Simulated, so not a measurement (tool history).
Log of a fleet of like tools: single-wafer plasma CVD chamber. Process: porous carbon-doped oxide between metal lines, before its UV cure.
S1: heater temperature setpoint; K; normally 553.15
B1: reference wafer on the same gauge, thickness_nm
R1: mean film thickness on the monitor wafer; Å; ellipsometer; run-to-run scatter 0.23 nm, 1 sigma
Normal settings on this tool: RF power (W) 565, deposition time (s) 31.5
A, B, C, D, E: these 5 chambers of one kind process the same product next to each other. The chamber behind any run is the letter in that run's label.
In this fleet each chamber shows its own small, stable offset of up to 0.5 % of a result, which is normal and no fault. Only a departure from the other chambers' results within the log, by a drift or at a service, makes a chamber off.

run 1D hour=6 | S1=553.15 RF_power_(W)=565 deposition_time_(s)=31.5 | B1=203.91 | R1=2089.9
run 2B hour=11.1 | S1=553.15 RF_power_(W)=565 deposition_time_(s)=31.5 | B1=203.9 | R1=2085.6
run 3C hour=17.1 | S1=553.15 RF_power_(W)=565 deposition_time_(s)=31.5 | B1=203.86 | R1=2088.9
run 4A hour=25.7 | S1=553.15 RF_power_(W)=565 deposition_time_(s)=31.5 | B1=203.9 | R1=2073.6
run 5E hour=31.4 | S1=553.15 RF_power_(W)=565 deposition_time_(s)=31.5 | B1=203.88 | R1=2083.5
run 6C hour=39.6 | S1=553.15 RF_power_(W)=565 deposition_time_(s)=31.5 | B1=203.91 | R1=2081.3
-- hour=45.1 chamber B: thermocouple changed; heater temperature recalibrated
run 7B hour=47.7 | S1=553.15 RF_power_(W)=565 deposition_time_(s)=34.6 | B1=203.8 | R1=2282.7
run 8E hour=54.1 | S1=553.15 RF_power_(W)=565 deposition_time_(s)=34.6 | B1=203.75 | R1=2281.8
run 9A hour=62.2 | S1=553.15 RF_power_(W)=565 deposition_time_(s)=34.6 | B1=203.74 | R1=2269.2
run 10D hour=67.5 | S1=553.15 RF_power_(W)=565 deposition_time_(s)=34.6 | B1=203.79 | R1=2287
run 11C hour=73.3 | S1=553.15 RF_power_(W)=565 deposition_time_(s)=34.6 | B1=203.76 | R1=2284.8
run 12D hour=81.1 | S1=553.15 RF_power_(W)=565 deposition_time_(s)=31.5 | B1=203.65 | R1=2081.3
run 13B hour=88.2 | S1=553.15 RF_power_(W)=565 deposition_time_(s)=31.5 | B1=203.65 | R1=2082.7
run 14E hour=96.1 | S1=553.15 RF_power_(W)=565 deposition_time_(s)=31.5 | B1=203.69 | R1=2083.8
run 15A hour=100.8 | S1=553.15 RF_power_(W)=565 deposition_time_(s)=31.5 | B1=203.67 | R1=2071
run 16B hour=108.6 | S1=553.15 RF_power_(W)=565 deposition_time_(s)=31.5 | B1=203.6 | R1=2077
run 17C hour=113.5 | S1=553.15 RF_power_(W)=565 deposition_time_(s)=31.5 | B1=203.56 | R1=2086.9
run 18A hour=117.8 | S1=553.15 RF_power_(W)=565 deposition_time_(s)=31.5 | B1=203.58 | R1=2068.5
run 19D hour=126.7 | S1=553.15 RF_power_(W)=565 deposition_time_(s)=31.5 | B1=203.53 | R1=2078.9
run 20E hour=132.3 | S1=553.15 RF_power_(W)=565 deposition_time_(s)=31.5 | B1=203.59 | R1=2082
run 21D hour=140.6 | S1=553.15 RF_power_(W)=565 deposition_time_(s)=31.5 | B1=203.46 | R1=2080.5
run 22B hour=147.6 | S1=553.15 RF_power_(W)=565 deposition_time_(s)=31.5 | B1=203.41 | R1=2080.8
run 23C hour=154.1 | S1=553.15 RF_power_(W)=565 deposition_time_(s)=31.5 | B1=203.42 | R1=2077.6
run 24E hour=161.8 | S1=553.15 RF_power_(W)=565 deposition_time_(s)=31.5 | B1=203.44 | R1=2075
run 25A hour=168.5 | S1=553.15 RF_power_(W)=565 deposition_time_(s)=31.5 | B1=203.39 | R1=2067.4
run 26A hour=176.2 | S1=553.15 RF_power_(W)=565 deposition_time_(s)=31.5 | B1=203.33 | R1=2064.6
run 27C hour=180.8 | S1=553.15 RF_power_(W)=625 deposition_time_(s)=31.5 | B1=203.35 | R1=2217
-- hour=184.4 chamber E: thermocouple changed; heater temperature recalibrated
run 28B hour=187.7 | S1=553.15 RF_power_(W)=625 deposition_time_(s)=31.5 | B1=203.27 | R1=2225.2
run 29E hour=192.9 | S1=553.15 RF_power_(W)=625 deposition_time_(s)=31.5 | B1=203.27 | R1=2220.3
run 30D hour=201.6 | S1=553.15 RF_power_(W)=625 deposition_time_(s)=31.5 | B1=203.27 | R1=2221.6
run 31B hour=208.4 | S1=553.15 RF_power_(W)=625 deposition_time_(s)=31.5 | B1=203.23 | R1=2221.9
run 32E hour=214.2 | S1=553.15 RF_power_(W)=565 deposition_time_(s)=31.5 | B1=203.19 | R1=2079.8
run 33C hour=219.2 | S1=553.15 RF_power_(W)=565 deposition_time_(s)=31.5 | B1=203.24 | R1=2076.8
run 34D hour=224.4 | S1=553.15 RF_power_(W)=565 deposition_time_(s)=31.5 | B1=203.19 | R1=2077.3
run 35A hour=229.3 | S1=553.15 RF_power_(W)=565 deposition_time_(s)=31.5 | B1=203.13 | R1=2063.2
run 36B hour=233.4 | S1=553.15 RF_power_(W)=565 deposition_time_(s)=31.5 | B1=203.11 | R1=2073.8
run 37A hour=237.8 | S1=553.15 RF_power_(W)=465 deposition_time_(s)=26.2 | B1=203.15 | R1=1519.4
run 38C hour=245 | S1=553.15 RF_power_(W)=465 deposition_time_(s)=26.2 | B1=203.09 | R1=1528.4

One chamber off, gauge drift, or nothing amiss beyond the chambers' own small offsets? If it is a chamber, which one, and what is the likeliest cause?

It is the gauge, not a chamber: its drift shows up in every chamber's results at once, and no chamber is off.
Most likely cause: gauge reads low (%) = 0.453.

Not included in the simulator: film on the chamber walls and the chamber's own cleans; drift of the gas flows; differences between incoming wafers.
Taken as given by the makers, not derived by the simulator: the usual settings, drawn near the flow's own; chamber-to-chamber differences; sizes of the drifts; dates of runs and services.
